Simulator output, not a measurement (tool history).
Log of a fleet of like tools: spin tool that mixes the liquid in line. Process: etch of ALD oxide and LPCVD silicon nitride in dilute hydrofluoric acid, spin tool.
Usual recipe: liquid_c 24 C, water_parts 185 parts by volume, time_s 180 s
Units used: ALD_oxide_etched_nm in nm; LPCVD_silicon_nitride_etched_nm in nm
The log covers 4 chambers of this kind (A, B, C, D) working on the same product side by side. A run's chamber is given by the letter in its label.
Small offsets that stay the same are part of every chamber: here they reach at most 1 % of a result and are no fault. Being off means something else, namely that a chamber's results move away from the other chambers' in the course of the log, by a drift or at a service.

run     day  liquid_c  water_parts  time_s  hours since the thermometer was replaced  hours since the hydrofluoric acid flow meter was replaced  read-back film thickness of the ALD oxide reference wafer, read on the same gauge (nm)  read-back film thickness of the LPCVD silicon nitride reference wafer, read on the same gauge (nm)  ALD_oxide_etched_nm  LPCVD_silicon_nitride_etched_nm
 1B   0.267        24          185     180                                     457.7                                                      556.5                                                                                  50.022                                                                                              79.983               14.071                          0.51752
 2D   0.596        24          185     180                                    1125.2                                                      249.6                                                                                  49.989                                                                                              80.002               14.102                          0.56491
 3A   0.821        24          185     180                                    1468.4                                                     1081.3                                                                                  50.004                                                                                              79.989               14.142                          0.51775
 4C   1.004        24          185     180                                       312                                                      498.9                                                                                      50                                                                                              80.002               14.241                          0.56078
 5B   1.275        24          185     180                                     481.9                                                      580.7                                                                                  49.985                                                                                              80.014               14.098                          0.56255
 6A   1.562      27.5          220     180                                    1486.2                                                     1099.1                                                                                  49.996                                                                                              79.988               13.025                          0.56984
 7C   1.829      27.5          220     180                                     331.8                                                      518.7                                                                                  50.033                                                                                              80.009               13.006                          0.52877
 8D   2.142      27.5          220     180                                    1162.3                                                      286.7                                                                                  49.986                                                                                              80.016               12.966                          0.51323
 9B   2.471      27.5          220     180                                     510.6                                                      609.4                                                                                  50.016                                                                                              79.985               13.041                           0.5118
10C   2.767        24          185     180                                     354.3                                                      541.2                                                                                  49.989                                                                                                  80               14.007                          0.53496
11D   2.971        24          105     245                                    1182.2                                                      306.6                                                                                  50.023                                                                                              79.996               36.623                           1.2114
12A   3.221        24          105     245                                      1526                                                     1138.9                                                                                  49.991                                                                                              79.987               37.924                            1.318
13B   3.454        24          105     245                                     534.2                                                        633                                                                                  49.975                                                                                               80.01               36.726                           1.2804
14A   3.754        24          105     245                                    1538.8                                                     1151.7                                                                                  50.015                                                                                                  80               38.409                           1.3261
15D   4.092        24          185     180                                    1209.1                                                      333.5                                                                                  49.943                                                                                              79.987               13.918                          0.51312
16C   4.304        24          185     180                                     391.2                                                      578.1                                                                                  50.038                                                                                              80.026               14.022                          0.54003
      4.546  -- chamber B: hydrofluoric acid flow meter replaced
17C   4.667        24          185     180                                     399.9                                                      586.8                                                                                  50.002                                                                                              80.018               14.247                          0.49957
18D   4.996        24          185     180                                    1230.8                                                      355.2                                                                                  49.984                                                                                              79.998               13.713                          0.51493
19A   5.288        24          185     180                                    1575.6                                                     1188.5                                                                                  50.023                                                                                              79.979               14.158                          0.55675
20B     5.5        24          185     180                                     583.3                                                       22.9                                                                                  50.005                                                                                              79.991               14.205                          0.51874
21C   5.796        24          185     180                                       427                                                      613.9                                                                                  49.989                                                                                              80.006               14.241                          0.52883
22D   6.162        24          185     180                                    1258.8                                                      383.2                                                                                  49.986                                                                                              80.003               13.733                          0.52993
23B   6.358        24          185     180                                     603.9                                                       43.5                                                                                  49.995                                                                                              79.999                14.19                          0.53011
24A   6.638        24          185     180                                      1608                                                     1220.9                                                                                  50.049                                                                                              79.996               14.309                          0.53825
25B   6.862        24          185     180                                       616                                                       55.6                                                                                  49.951                                                                                              80.004               14.049                          0.57508
26A   7.025        24          185     180                                    1617.3                                                     1230.2                                                                                   50.01                                                                                              79.993               14.016                          0.56907
      7.262  -- chamber B: thermometer replaced
27D   7.371        24          185     180                                    1287.8                                                      412.2                                                                                  50.005                                                                                              79.972               13.784                          0.51922
28C   7.592        24          185     180                                     470.1                                                        657                                                                                  50.015                                                                                              80.005               14.222                          0.54713
29B   7.829        24          185     180                                      13.7                                                       78.8                                                                                  50.001                                                                                              79.988               14.076                           0.4942
30A   8.096        24          185     180                                      1643                                                     1255.9                                                                                   50.05                                                                                              80.008               14.098                          0.55806
31C   8.446        24          185     180                                     490.6                                                      677.5                                                                                  49.969                                                                                              80.018               13.882                          0.52228
32D   8.804        24          185     180                                    1322.2                                                      446.6                                                                                  49.995                                                                                              80.009               13.578                           0.4797
33D   9.167        24          185     180                                    1330.9                                                      455.3                                                                                  49.981                                                                                              80.005               13.529                          0.48971
34B   9.517        24          185     275                                      54.2                                                      119.3                                                                                  49.997                                                                                              80.001               21.503                           0.8043
35A   9.683        24          185     275                                    1681.1                                                       1294                                                                                  50.005                                                                                              79.999               21.599                          0.85769
36C   9.988        24          185     275                                     527.6                                                      714.5                                                                                  49.993                                                                                              79.987               21.598                          0.80275
37D    10.3        24          185     275                                    1358.1                                                      482.5                                                                                   49.99                                                                                              80.012               20.426                          0.83217
38C  10.512        24          185     180                                     540.2                                                      727.1                                                                                  49.981                                                                                              79.982               14.114                          0.50533
39A  10.792        24          185     180                                    1707.7                                                     1320.6                                                                                  49.992                                                                                                  80               14.201                          0.52866
40B  10.954        24          185     180                                      88.7                                                      153.8                                                                                  49.971                                                                                              79.994               14.269                          0.51093
41B  11.208        24          185     180                                      94.8                                                      159.9                                                                                  50.004                                                                                              79.996               14.107                          0.50861
42A   11.55        24          185     180                                    1725.9                                                     1338.8                                                                                  49.982                                                                                              80.007               14.024                          0.51323
43C  11.804        24          185     180                                     571.2                                                      758.1                                                                                  50.014                                                                                              79.994               14.247                          0.54548

What goes on in this fleet: one chamber off, a drifting gauge, or nothing beyond the chambers' own small offsets? Name the chamber and the cause, if any.

One chamber, D, drifts off from the rest bit by bit.
Likeliest cause: liquid colder than its thermometer reads (K) = 1.52.

Chamber D could run next with any of the 4 candidate recipes listed below; each alters the usual settings, and their results appear as question marks. Which one brings its results back in line with what the other chambers deliver on the usual settings?
Counts as in line when no further than this from what the other chambers average on the usual settings: ALD_oxide_etched_nm 0.32 nm; LPCVD_silicon_nitride_etched_nm 0.096 nm
44D-1  12.062        25          190     190                                                                                                                                                                                                                                                                                                                     ?                                ?
44D-2  12.062        24          185     185                                                                                                                                                                                                                                                                                                                     ?                                ?
44D-3  12.062        24          185     175                                                                                                                                                                                                                                                                                                                     ?                                ?
44D-4  12.062        23          180     170                                                                                                                                                                                                                                                                                                                     ?                                ?

What the other chambers average on the usual settings: ALD_oxide_etched_nm 14.157 nm; LPCVD_silicon_nitride_etched_nm 0.53439 nm
  run  ALD_oxide_etched_nm  LPCVD_silicon_nitride_etched_nm
44D-1               14.088                            0.521
44D-2               13.655                          0.48924
44D-3               12.917                          0.46279
44D-4               12.489                          0.43326
44D-1 is the one that brings the chamber's results back in line with the other chambers.

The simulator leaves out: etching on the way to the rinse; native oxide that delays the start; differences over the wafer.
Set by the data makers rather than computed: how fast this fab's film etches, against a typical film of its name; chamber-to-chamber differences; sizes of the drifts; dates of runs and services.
